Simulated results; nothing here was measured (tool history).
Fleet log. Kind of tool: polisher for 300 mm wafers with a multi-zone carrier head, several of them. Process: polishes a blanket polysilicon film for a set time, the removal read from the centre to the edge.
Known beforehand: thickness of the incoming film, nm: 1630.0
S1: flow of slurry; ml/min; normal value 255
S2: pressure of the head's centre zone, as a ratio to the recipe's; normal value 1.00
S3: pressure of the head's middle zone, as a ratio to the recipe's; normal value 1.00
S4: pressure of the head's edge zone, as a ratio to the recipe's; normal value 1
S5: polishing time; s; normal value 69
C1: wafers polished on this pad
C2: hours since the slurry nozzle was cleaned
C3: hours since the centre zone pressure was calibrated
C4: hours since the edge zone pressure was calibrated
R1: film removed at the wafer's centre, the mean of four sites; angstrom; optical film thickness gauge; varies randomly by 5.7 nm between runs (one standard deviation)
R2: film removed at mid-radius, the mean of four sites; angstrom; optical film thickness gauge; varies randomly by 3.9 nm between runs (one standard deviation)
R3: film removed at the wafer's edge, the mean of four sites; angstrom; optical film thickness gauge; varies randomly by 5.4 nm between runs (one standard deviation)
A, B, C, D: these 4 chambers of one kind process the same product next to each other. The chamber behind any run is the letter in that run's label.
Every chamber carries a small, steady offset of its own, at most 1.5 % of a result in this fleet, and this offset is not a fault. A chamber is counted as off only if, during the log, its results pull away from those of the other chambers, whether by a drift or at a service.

| run | hour | S1 | S2 | S3 | S4 | S5 | C1 | C2 | C3 | C4 | R1 | R2 | R3 |
|---|---|---|---|---|---|---|---|---|---|---|---|---|---|
| 1D | 5.6 | 255 | 1.00 | 1.00 | 1 | 69 | 279 | 620.6 | 342.3 | 625.0 | 6087.9 | 6003.0 | 6073.6 |
| 2B | 9.1 | 255 | 1.00 | 1.00 | 1 | 69 | 498 | 329.6 | 337.8 | 959.5 | 5996.5 | 6018.0 | 5999.5 |
| 3C | 13.1 | 255 | 1.00 | 1.00 | 1 | 69 | 621 | 118.0 | 44.4 | 1074.3 | 6040.0 | 6097.1 | 5939.5 |
| 4A | 19.0 | 255 | 1.00 | 1.00 | 1 | 69 | 595 | 142.7 | 69.6 | 230.9 | 6145.3 | 6132.9 | 6048.6 |
|  | 24.4 | chamber C: worn pad replaced by a new one |
| 5A | 25.7 | 255 | 1.00 | 1.00 | 1 | 69 | 645 | 149.4 | 76.3 | 237.6 | 6118.7 | 6090.1 | 5941.0 |
| 6C | 29.6 | 255 | 1.00 | 1.00 | 1 | 69 | 38 | 134.5 | 60.9 | 1090.8 | 6055.9 | 6144.1 | 5950.1 |
| 7D | 36.1 | 255 | 1.00 | 1.00 | 1 | 69 | 504 | 651.1 | 372.8 | 655.5 | 6091.9 | 6002.3 | 6135.3 |
| 8B | 40.2 | 255 | 1.00 | 1.00 | 1 | 69 | 727 | 360.7 | 368.9 | 990.6 | 6020.2 | 6048.4 | 6072.8 |
| 9B | 44.5 | 255 | 1.00 | 1.00 | 1 | 69 | 759 | 365.0 | 373.2 | 994.9 | 6063.4 | 6108.9 | 6096.1 |
| 10D | 47.5 | 255 | 1.00 | 1.00 | 1 | 69 | 588 | 662.5 | 384.2 | 666.9 | 6085.1 | 5983.6 | 6059.2 |
|  | 52.5 | chamber D: worn pad replaced by a new one |
| 11C | 52.6 | 255 | 1.00 | 1.00 | 1 | 69 | 208 | 157.5 | 83.9 | 1113.8 | 6092.5 | 6056.4 | 6012.7 |
| 12A | 55.8 | 255 | 1.00 | 1.00 | 1 | 69 | 867 | 179.5 | 106.4 | 267.7 | 6052.1 | 6090.0 | 6056.7 |
| 13D | 60.3 | 255 | 1.00 | 1.00 | 1 | 69 | 58 | 675.3 | 397.0 | 679.7 | 6144.2 | 6014.7 | 6171.5 |
|  | 60.9 | chamber D: centre zone pressure recalibrated |
| 14C | 65.2 | 255 | 1.00 | 1.00 | 1 | 69 | 301 | 170.1 | 96.5 | 1126.4 | 6004.2 | 6147.6 | 6038.5 |
| 15B | 69.6 | 255 | 1.00 | 1.00 | 1 | 69 | 944 | 390.1 | 398.3 | 1020.0 | 5952.4 | 5931.7 | 6041.1 |
| 16A | 73.4 | 255 | 1.00 | 1.00 | 1 | 69 | 997 | 197.1 | 124.0 | 285.3 | 6102.0 | 6012.7 | 5994.4 |
| 17D | 79.2 | 255 | 1.00 | 1.00 | 1 | 69 | 197 | 694.2 | 18.4 | 698.6 | 6153.2 | 5983.0 | 6063.9 |
| 18C | 84.9 | 255 | 1.00 | 1.00 | 1 | 69 | 446 | 189.8 | 116.2 | 1146.1 | 6030.1 | 6105.0 | 6009.3 |
| 19B | 87.9 | 255 | 1.00 | 1.00 | 1 | 69 | 1079 | 408.4 | 416.6 | 1038.3 | 5907.6 | 6028.0 | 6011.9 |
| 20A | 93.1 | 255 | 1.00 | 1.00 | 1 | 69 | 1142 | 216.8 | 143.7 | 305.0 | 6034.8 | 6133.1 | 6031.0 |
|  | 95.6 | chamber B: edge zone pressure recalibrated |
| 21C | 97.4 | 255 | 1.00 | 1.00 | 1 | 69 | 538 | 202.3 | 128.7 | 1158.6 | 6111.1 | 6166.2 | 5926.0 |
| 22A | 100.7 | 255 | 1.00 | 1.00 | 1 | 69 | 1198 | 224.4 | 151.3 | 312.6 | 6082.7 | 6080.3 | 6010.9 |
| 23D | 104.4 | 255 | 1.00 | 1.00 | 1 | 69 | 383 | 719.4 | 43.6 | 723.8 | 6170.8 | 6051.5 | 6159.9 |
| 24B | 107.4 | 255 | 1.00 | 1.00 | 1 | 69 | 1223 | 427.9 | 436.1 | 11.9 | 5894.1 | 5853.9 | 5975.8 |
| 25D | 114.0 | 255 | 1.00 | 1.00 | 1 | 69 | 454 | 729.0 | 53.2 | 733.4 | 5961.1 | 5976.9 | 6086.9 |
|  | 117.0 | chamber C: worn pad replaced by a new one |
|  | 117.7 | chamber A: worn pad replaced by a new one |
| 26C | 119.4 | 255 | 1.00 | 1.00 | 1 | 69 | 17 | 224.3 | 150.7 | 1180.6 | 6061.8 | 6120.4 | 5968.5 |
|  | 122.0 | chamber D: worn pad replaced by a new one |
| 27A | 125.2 | 255 | 1.00 | 1.00 | 1 | 69 | 55 | 248.9 | 175.8 | 337.1 | 6114.8 | 6031.3 | 6080.7 |
| 28B | 130.8 | 255 | 1.00 | 1.00 | 1 | 69 | 1396 | 451.3 | 459.5 | 35.3 | 5784.9 | 5777.3 | 5893.4 |
| 29B | 135.5 | 255 | 1.00 | 1.00 | 1 | 69 | 1430 | 456.0 | 464.2 | 40.0 | 5678.8 | 5742.9 | 5829.2 |
| 30C | 141.9 | 255 | 1.00 | 1.00 | 1 | 69 | 183 | 246.8 | 173.2 | 1203.1 | 6123.5 | 6101.6 | 5997.3 |
| 31D | 146.7 | 255 | 1.00 | 1.00 | 1 | 69 | 182 | 761.7 | 85.9 | 766.1 | 6129.9 | 6069.0 | 6101.9 |
| 32A | 151.1 | 255 | 0.89 | 1.00 | 1 | 69 | 246 | 274.8 | 201.7 | 363.0 | 5257.0 | 6083.2 | 6098.0 |
| 33A | 155.8 | 255 | 0.89 | 1.00 | 1 | 69 | 281 | 279.5 | 206.4 | 367.7 | 5416.7 | 6134.1 | 6028.0 |
| 34D | 162.5 | 255 | 0.89 | 1.00 | 1 | 69 | 299 | 777.5 | 101.7 | 781.9 | 5374.5 | 6038.1 | 6073.3 |
| 35B | 168.8 | 255 | 0.89 | 1.00 | 1 | 69 | 1676 | 489.3 | 497.5 | 73.3 | 4975.6 | 5698.4 | 5703.8 |
| 36C | 175.2 | 255 | 1.00 | 1.00 | 1 | 69 | 429 | 280.1 | 206.5 | 1236.4 | 6100.3 | 6134.1 | 5960.0 |
| 37A | 179.7 | 255 | 1.00 | 1.00 | 1 | 69 | 457 | 303.4 | 230.3 | 391.6 | 6002.9 | 6022.6 | 6071.9 |
|  | 180.0 | chamber C: edge zone pressure recalibrated |
| 38D | 184.9 | 255 | 1.00 | 1.00 | 1 | 69 | 464 | 799.9 | 124.1 | 804.3 | 6139.6 | 5993.6 | 6067.2 |
| 39C | 189.6 | 255 | 1.00 | 1.00 | 1 | 69 | 535 | 294.5 | 220.9 | 9.7 | 6052.3 | 6151.1 | 5981.7 |
| 40B | 194.6 | 255 | 1.00 | 1.00 | 1 | 69 | 1867 | 515.1 | 523.3 | 99.1 | 5601.6 | 5580.7 | 5751.6 |
| 41B | 198.5 | 255 | 1.00 | 1.00 | 1 | 69 | 1895 | 519.0 | 527.2 | 103.0 | 5523.0 | 5562.9 | 5523.2 |
| 42C | 204.9 | 255 | 1.00 | 1.04 | 1 | 57 | 648 | 309.8 | 236.2 | 25.0 | 4952.3 | 5228.0 | 4922.6 |
| 43A | 208.4 | 255 | 1.00 | 1.04 | 1 | 57 | 669 | 332.1 | 259.0 | 420.3 | 4975.1 | 5208.8 | 5033.4 |

For the next run the whole fleet of 4 chambers uses the same settings. Give each chamber's results:
| 44A | 213.3 | 255 | 1.00 | 1.00 | 1 | 69 |  |  |  |  | ? | ? | ? |
| 44B | 213.3 | 255 | 1.00 | 1.00 | 1 | 69 |  |  |  |  | ? | ? | ? |
| 44C | 213.3 | 255 | 1.00 | 1.00 | 1 | 69 |  |  |  |  | ? | ? | ? |
| 44D | 213.3 | 255 | 1.00 | 1.00 | 1 | 69 |  |  |  |  | ? | ? | ? |

| run | R1 | R2 | R3 |
|---|---|---|---|
| 44A | 6075.8 | 6030.8 | 5967.5 |
| 44B | 5595.9 | 5564.7 | 5588.7 |
| 44C | 5932.2 | 6107.0 | 6002.9 |
| 44D | 6141.2 | 6003.8 | 6098.8 |
